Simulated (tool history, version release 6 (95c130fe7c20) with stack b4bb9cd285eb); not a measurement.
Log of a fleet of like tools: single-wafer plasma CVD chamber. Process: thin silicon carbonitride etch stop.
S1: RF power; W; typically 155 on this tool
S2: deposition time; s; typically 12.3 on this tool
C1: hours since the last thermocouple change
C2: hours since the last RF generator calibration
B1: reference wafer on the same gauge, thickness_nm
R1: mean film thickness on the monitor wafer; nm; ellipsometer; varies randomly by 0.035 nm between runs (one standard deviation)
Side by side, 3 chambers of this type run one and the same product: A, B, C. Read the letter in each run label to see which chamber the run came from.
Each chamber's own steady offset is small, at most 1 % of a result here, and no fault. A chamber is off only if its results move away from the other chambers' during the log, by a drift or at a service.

run   hour   S1    S2      C1     C2      B1      R1
 1B    6.5  155  12.3   999.6  291.6  6.7700  6.5717
 2A   15.4  155  12.3   688.0  416.5  6.7660  6.4634
 3C   21.5  155  12.3   273.3  665.1  6.7694  6.5171
 4C   29.2  155  12.3   281.0  672.8  6.7671  6.4980
 5A   35.9  155  12.3   708.5  437.0  6.7706  6.4556
 6B   40.6  155  12.3  1033.7  325.7  6.7721  6.5656
 7C   49.5  165  13.8   301.3  693.1  6.7725  7.3793
 8A   54.0  165  13.8   726.6  455.1  6.7699  7.4100
 9B   63.0  165  13.8  1056.1  348.1  6.7735  7.4356
10C   72.0  155  12.3   323.8  715.6  6.7644  6.5041
11B   81.3  135  13.6  1074.4  366.4  6.7782  7.0051
12A   85.9  135  13.6   758.5  487.0  6.7795  6.8989
13A   93.0  135  13.6   765.6  494.1  6.7795  6.8369
14C   98.4  155  12.3   350.2  742.0  6.7802  6.5530
15B  105.4  155  12.3  1098.5  390.5  6.7712  6.4670
16B  112.9  155  12.3  1106.0  398.0  6.7718  6.5503
17A  117.2  155  12.3   789.8  518.3  6.7711  6.5748
18C  122.1  155  12.3   373.9  765.7  6.7659  6.4906
19B  129.1  155  12.3  1122.2  414.2  6.7611  6.5497
20C  135.3  165  11.2   387.1  778.9  6.7771  6.0055
21A  144.6  165  11.2   817.2  545.7  6.7800  6.0061
22C  154.1  165  11.2   405.9  797.7  6.7633  6.0663
23B  159.9  155  12.3  1153.0  445.0  6.7705  6.5084
24A  164.1  155  12.3   836.7  565.2  6.7689  6.4684
25A  170.5  155  12.3   843.1  571.6  6.7655  6.4870
26B  177.1  175  11.0  1170.2  462.2  6.7750  6.0674
27C  184.5  175  11.0   436.3  828.1  6.7667  6.0778
28A  192.6  175  11.0   865.2  593.7  6.7684  5.9678
29B  198.5  155  12.3  1191.6  483.6  6.7725  6.5713
30C  207.6  155  14.5   459.4  851.2  6.7709  7.6476
31C  214.5  155  14.5   466.3  858.1  6.7697  7.7003
32A  221.5  155  14.5   894.1  622.6  6.7767  7.6670
33B  226.8  155  12.3  1219.9  511.9  6.7685  6.5493
34C  231.0  180  12.3   482.8  874.6  6.7688  6.7705
35A  239.5  180  12.3   912.1  640.6  6.7660  6.7368
36B  245.7  180  12.3  1238.8  530.8  6.7666  6.8208
37B  252.5  155  12.3  1245.6  537.6  6.7649  6.5337
38A  261.7  155  12.3   934.3  662.8  6.7733  6.5006
39C  266.9  155  14.3   518.7  910.5  6.7744  7.5419

Is one chamber out of step, is the gauge drifting, or do the chambers differ by no more than their own small offsets? For an off chamber, give its letter and the likeliest cause.

Nothing is wrong: each chamber keeps only its own small, steady offset and the gauge holds still.
